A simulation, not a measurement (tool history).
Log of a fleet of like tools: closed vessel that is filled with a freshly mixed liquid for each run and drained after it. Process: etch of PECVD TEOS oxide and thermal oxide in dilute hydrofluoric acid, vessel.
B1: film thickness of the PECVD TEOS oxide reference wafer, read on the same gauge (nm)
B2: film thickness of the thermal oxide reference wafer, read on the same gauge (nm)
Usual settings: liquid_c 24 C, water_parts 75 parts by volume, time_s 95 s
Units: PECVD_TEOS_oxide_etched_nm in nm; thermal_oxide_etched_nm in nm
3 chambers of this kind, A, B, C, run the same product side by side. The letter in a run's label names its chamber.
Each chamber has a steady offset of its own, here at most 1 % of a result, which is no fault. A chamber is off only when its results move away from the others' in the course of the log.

{"run": "1A", "hour": 9.0, "liquid_c": 24, "water_parts": 75, "time_s": 95, "B1": 150.0, "B2": 79.992, "PECVD_TEOS_oxide_etched_nm": 31.617, "thermal_oxide_etched_nm": 6.2953}
{"hour": 12.3, "done": "chamber B: thermometer replaced"}
{"run": "2B", "hour": 14.3, "liquid_c": 24, "water_parts": 75, "time_s": 95, "B1": 150.01, "B2": 79.987, "PECVD_TEOS_oxide_etched_nm": 30.842, "thermal_oxide_etched_nm": 6.1743}
{"run": "3C", "hour": 21.1, "liquid_c": 24, "water_parts": 75, "time_s": 95, "B1": 150.04, "B2": 80.013, "PECVD_TEOS_oxide_etched_nm": 30.702, "thermal_oxide_etched_nm": 6.2602}
{"run": "4B", "hour": 25.8, "liquid_c": 24, "water_parts": 75, "time_s": 95, "B1": 150.0, "B2": 79.979, "PECVD_TEOS_oxide_etched_nm": 31.278, "thermal_oxide_etched_nm": 6.3486}
{"run": "5A", "hour": 33.2, "liquid_c": 24, "water_parts": 75, "time_s": 95, "B1": 150.03, "B2": 80.018, "PECVD_TEOS_oxide_etched_nm": 31.49, "thermal_oxide_etched_nm": 6.2612}
{"run": "6C", "hour": 39.2, "liquid_c": 24, "water_parts": 40, "time_s": 95, "B1": 149.99, "B2": 80.004, "PECVD_TEOS_oxide_etched_nm": 60.274, "thermal_oxide_etched_nm": 12.238}
{"hour": 46.4, "done": "chamber C: thermometer replaced"}
{"run": "7A", "hour": 46.9, "liquid_c": 24, "water_parts": 40, "time_s": 95, "B1": 149.97, "B2": 80.014, "PECVD_TEOS_oxide_etched_nm": 61.926, "thermal_oxide_etched_nm": 12.254}
{"run": "8C", "hour": 51.7, "liquid_c": 24, "water_parts": 40, "time_s": 95, "B1": 149.98, "B2": 79.992, "PECVD_TEOS_oxide_etched_nm": 60.939, "thermal_oxide_etched_nm": 12.142}
{"run": "9B", "hour": 61.0, "liquid_c": 24, "water_parts": 75, "time_s": 95, "B1": 149.95, "B2": 79.961, "PECVD_TEOS_oxide_etched_nm": 31.026, "thermal_oxide_etched_nm": 6.1608}
{"run": "10B", "hour": 69.7, "liquid_c": 24, "water_parts": 75, "time_s": 95, "B1": 150.0, "B2": 79.985, "PECVD_TEOS_oxide_etched_nm": 30.765, "thermal_oxide_etched_nm": 6.2864}
{"run": "11C", "hour": 75.9, "liquid_c": 24, "water_parts": 75, "time_s": 95, "B1": 150.04, "B2": 79.997, "PECVD_TEOS_oxide_etched_nm": 30.798, "thermal_oxide_etched_nm": 6.2341}
{"run": "12A", "hour": 83.6, "liquid_c": 24, "water_parts": 75, "time_s": 95, "B1": 150.01, "B2": 80.002, "PECVD_TEOS_oxide_etched_nm": 31.303, "thermal_oxide_etched_nm": 6.2374}
{"run": "13C", "hour": 91.5, "liquid_c": 24, "water_parts": 75, "time_s": 95, "B1": 149.98, "B2": 79.969, "PECVD_TEOS_oxide_etched_nm": 31.135, "thermal_oxide_etched_nm": 6.2527}
{"run": "14A", "hour": 99.0, "liquid_c": 24, "water_parts": 75, "time_s": 95, "B1": 149.96, "B2": 79.987, "PECVD_TEOS_oxide_etched_nm": 31.16, "thermal_oxide_etched_nm": 6.2097}
{"run": "15B", "hour": 103.4, "liquid_c": 24, "water_parts": 75, "time_s": 95, "B1": 149.98, "B2": 80.008, "PECVD_TEOS_oxide_etched_nm": 31.188, "thermal_oxide_etched_nm": 6.0843}
{"run": "16B", "hour": 110.1, "liquid_c": 24, "water_parts": 75, "time_s": 95, "B1": 150.03, "B2": 80.006, "PECVD_TEOS_oxide_etched_nm": 31.216, "thermal_oxide_etched_nm": 6.0883}
{"run": "17A", "hour": 117.0, "liquid_c": 24, "water_parts": 75, "time_s": 45, "B1": 150.04, "B2": 80.0, "PECVD_TEOS_oxide_etched_nm": 15.002, "thermal_oxide_etched_nm": 2.9498}
{"run": "18C", "hour": 125.7, "liquid_c": 24, "water_parts": 75, "time_s": 45, "B1": 150.0, "B2": 80.028, "PECVD_TEOS_oxide_etched_nm": 14.71, "thermal_oxide_etched_nm": 2.9435}
{"run": "19B", "hour": 130.8, "liquid_c": 24, "water_parts": 75, "time_s": 45, "B1": 150.02, "B2": 80.009, "PECVD_TEOS_oxide_etched_nm": 14.665, "thermal_oxide_etched_nm": 2.9119}
{"run": "20C", "hour": 135.0, "liquid_c": 24, "water_parts": 75, "time_s": 95, "B1": 149.95, "B2": 79.996, "PECVD_TEOS_oxide_etched_nm": 31.4, "thermal_oxide_etched_nm": 6.2754}
{"run": "21A", "hour": 143.1, "liquid_c": 24, "water_parts": 75, "time_s": 95, "B1": 149.99, "B2": 79.97, "PECVD_TEOS_oxide_etched_nm": 31.445, "thermal_oxide_etched_nm": 6.2622}
{"run": "22C", "hour": 147.6, "liquid_c": 24, "water_parts": 110, "time_s": 125, "B1": 150.02, "B2": 80.003, "PECVD_TEOS_oxide_etched_nm": 27.161, "thermal_oxide_etched_nm": 5.36}
{"run": "23B", "hour": 154.9, "liquid_c": 24, "water_parts": 110, "time_s": 125, "B1": 150.0, "B2": 80.008, "PECVD_TEOS_oxide_etched_nm": 26.454, "thermal_oxide_etched_nm": 5.3191}
{"run": "24A", "hour": 159.4, "liquid_c": 24, "water_parts": 110, "time_s": 125, "B1": 150.07, "B2": 79.998, "PECVD_TEOS_oxide_etched_nm": 26.373, "thermal_oxide_etched_nm": 5.3888}
{"run": "25B", "hour": 164.5, "liquid_c": 24, "water_parts": 75, "time_s": 95, "B1": 149.97, "B2": 80.007, "PECVD_TEOS_oxide_etched_nm": 30.757, "thermal_oxide_etched_nm": 6.1861}

Is one chamber off against the others, does the gauge drift, or is nothing wrong? If a chamber is off, say which, and what the likeliest cause is.

No chamber stands off beyond its own small offset, and the gauge holds steady.

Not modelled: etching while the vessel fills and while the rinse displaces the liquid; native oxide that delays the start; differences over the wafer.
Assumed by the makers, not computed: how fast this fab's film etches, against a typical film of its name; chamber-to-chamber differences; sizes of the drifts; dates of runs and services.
